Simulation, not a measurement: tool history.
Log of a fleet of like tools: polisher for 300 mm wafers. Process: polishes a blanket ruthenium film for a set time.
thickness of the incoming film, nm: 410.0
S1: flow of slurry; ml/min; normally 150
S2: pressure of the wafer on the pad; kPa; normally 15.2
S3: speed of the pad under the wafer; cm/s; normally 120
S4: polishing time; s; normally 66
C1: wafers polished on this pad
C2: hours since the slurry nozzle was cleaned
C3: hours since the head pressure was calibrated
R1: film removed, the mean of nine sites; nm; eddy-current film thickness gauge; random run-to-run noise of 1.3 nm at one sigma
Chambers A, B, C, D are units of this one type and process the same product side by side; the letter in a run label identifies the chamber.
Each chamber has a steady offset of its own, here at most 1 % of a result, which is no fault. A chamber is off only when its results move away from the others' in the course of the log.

{"run": "1C", "hour": 10.3, "S1": 150, "S2": 15.2, "S3": 120, "S4": 66, "C1": 641, "C2": 507.1, "C3": 792.7, "R1": 96.404}
{"hour": 21.6, "done": "chamber B: slurry nozzle cleaned"}
{"hour": 22.3, "done": "chamber C: slurry nozzle cleaned"}
{"hour": 23.7, "done": "chamber C: worn pad replaced by a new one"}
{"run": "2D", "hour": 24.3, "S1": 150, "S2": 15.2, "S3": 120, "S4": 66, "C1": 513, "C2": 107.8, "C3": 45.2, "R1": 97.945}
{"run": "3A", "hour": 32.5, "S1": 150, "S2": 15.2, "S3": 120, "S4": 66, "C1": 756, "C2": 175.6, "C3": 642.3, "R1": 97.81}
{"run": "4B", "hour": 47.7, "S1": 150, "S2": 15.2, "S3": 120, "S4": 66, "C1": 747, "C2": 26.1, "C3": 198.5, "R1": 96.749}
{"hour": 52.2, "done": "chamber A: worn pad replaced by a new one"}
{"run": "5A", "hour": 63.3, "S1": 150, "S2": 15.2, "S3": 120, "S4": 66, "C1": 147, "C2": 206.4, "C3": 673.1, "R1": 95.86}
{"hour": 63.7, "done": "chamber D: worn pad replaced by a new one"}
{"hour": 77.2, "done": "chamber C: worn pad replaced by a new one"}
{"run": "6D", "hour": 77.3, "S1": 150, "S2": 19.3, "S3": 106, "S4": 66, "C1": 179, "C2": 160.8, "C3": 98.2, "R1": 107.82}
{"run": "7C", "hour": 88.0, "S1": 150, "S2": 19.3, "S3": 106, "S4": 66, "C1": 143, "C2": 65.7, "C3": 870.4, "R1": 108.55}
{"hour": 90.2, "done": "chamber B: worn pad replaced by a new one"}
{"run": "8B", "hour": 103.9, "S1": 150, "S2": 19.3, "S3": 106, "S4": 66, "C1": 180, "C2": 82.3, "C3": 254.7, "R1": 107.02}
{"run": "9C", "hour": 113.6, "S1": 150, "S2": 19.3, "S3": 106, "S4": 66, "C1": 480, "C2": 91.3, "C3": 896, "R1": 107.69}
{"run": "10A", "hour": 123.2, "S1": 150, "S2": 15.2, "S3": 120, "S4": 66, "C1": 935, "C2": 266.3, "C3": 733, "R1": 94.756}
{"hour": 124.0, "done": "chamber A: worn pad replaced by a new one"}
{"hour": 131.0, "done": "chamber C: worn pad replaced by a new one"}
{"hour": 136.3, "done": "chamber D: worn pad replaced by a new one"}
{"run": "11B", "hour": 136.3, "S1": 150, "S2": 15.2, "S3": 120, "S4": 66, "C1": 607, "C2": 114.7, "C3": 287.1, "R1": 97.96}
{"run": "12D", "hour": 150.9, "S1": 150, "S2": 15.2, "S3": 120, "S4": 66, "C1": 193, "C2": 234.4, "C3": 171.8, "R1": 97.105}
{"run": "13A", "hour": 161.9, "S1": 150, "S2": 15.2, "S3": 120, "S4": 66, "C1": 499, "C2": 305, "C3": 771.7, "R1": 96.805}
{"hour": 165.2, "done": "chamber B: head pressure recalibrated"}
{"run": "14C", "hour": 170.0, "S1": 150, "S2": 15.2, "S3": 120, "S4": 66, "C1": 514, "C2": 147.7, "C3": 952.4, "R1": 94.921}
{"run": "15B", "hour": 185.0, "S1": 120, "S2": 15.2, "S3": 100, "S4": 66, "C1": 1248, "C2": 163.4, "C3": 19.8, "R1": 75.617}
{"hour": 185.4, "done": "chamber A: head pressure recalibrated"}
{"hour": 194.4, "done": "chamber A: slurry nozzle cleaned"}
{"hour": 194.6, "done": "chamber B: worn pad replaced by a new one"}
{"hour": 195.7, "done": "chamber D: worn pad replaced by a new one"}
{"run": "16D", "hour": 196.0, "S1": 120, "S2": 15.2, "S3": 100, "S4": 66, "C1": 4, "C2": 279.5, "C3": 216.9, "R1": 77.192}
{"hour": 199.1, "done": "chamber C: head pressure recalibrated"}
{"hour": 201.1, "done": "chamber C: worn pad replaced by a new one"}
{"run": "17B", "hour": 205.3, "S1": 120, "S2": 15.2, "S3": 100, "S4": 66, "C1": 141, "C2": 183.7, "C3": 40.1, "R1": 76.225}
{"hour": 208.8, "done": "chamber A: worn pad replaced by a new one"}
{"run": "18A", "hour": 216.2, "S1": 120, "S2": 15.2, "S3": 100, "S4": 66, "C1": 97, "C2": 21.9, "C3": 30.9, "R1": 82.827}
{"run": "19C", "hour": 224.6, "S1": 150, "S2": 15.2, "S3": 142, "S4": 66, "C1": 310, "C2": 202.3, "C3": 25.5, "R1": 113.57}
{"run": "20D", "hour": 235.9, "S1": 150, "S2": 15.2, "S3": 142, "S4": 66, "C1": 530, "C2": 319.4, "C3": 256.8, "R1": 113.52}
{"run": "21D", "hour": 246.3, "S1": 150, "S2": 15.2, "S3": 142, "S4": 66, "C1": 666, "C2": 329.8, "C3": 267.2, "R1": 115.2}
{"run": "22C", "hour": 253.8, "S1": 150, "S2": 15.2, "S3": 142, "S4": 66, "C1": 694, "C2": 231.5, "C3": 54.7, "R1": 113.91}
{"hour": 257.5, "done": "chamber C: worn pad replaced by a new one"}
{"run": "23A", "hour": 266.9, "S1": 105, "S2": 15.2, "S3": 138, "S4": 66, "C1": 765, "C2": 72.6, "C3": 81.6, "R1": 112.19}
{"run": "24B", "hour": 274.9, "S1": 105, "S2": 15.2, "S3": 138, "S4": 66, "C1": 1058, "C2": 253.3, "C3": 109.7, "R1": 100.76}
{"hour": 282.0, "done": "chamber B: worn pad replaced by a new one"}
{"run": "25C", "hour": 285.4, "S1": 105, "S2": 15.2, "S3": 138, "S4": 66, "C1": 368, "C2": 263.1, "C3": 86.3, "R1": 103.38}
{"run": "26A", "hour": 297.8, "S1": 105, "S2": 15.2, "S3": 138, "S4": 66, "C1": 1172, "C2": 103.5, "C3": 112.5, "R1": 112.66}
{"run": "27B", "hour": 308.0, "S1": 150, "S2": 15.2, "S3": 120, "S4": 66, "C1": 342, "C2": 286.4, "C3": 142.8, "R1": 94.598}

Each of the 4 chambers runs these same settings next. Fill in every chamber's results:
{"run": "28A", "hour": 319.8, "S1": 150, "S2": 15.2, "S3": 120, "S4": 66, "R1": "?"}
{"run": "28B", "hour": 319.8, "S1": 150, "S2": 15.2, "S3": 120, "S4": 66, "R1": "?"}
{"run": "28C", "hour": 319.8, "S1": 150, "S2": 15.2, "S3": 120, "S4": 66, "R1": "?"}
{"run": "28D", "hour": 319.8, "S1": 150, "S2": 15.2, "S3": 120, "S4": 66, "R1": "?"}

run=28A R1=103.7
run=28B R1=96.032
run=28C R1=95.605
run=28D R1=96.797

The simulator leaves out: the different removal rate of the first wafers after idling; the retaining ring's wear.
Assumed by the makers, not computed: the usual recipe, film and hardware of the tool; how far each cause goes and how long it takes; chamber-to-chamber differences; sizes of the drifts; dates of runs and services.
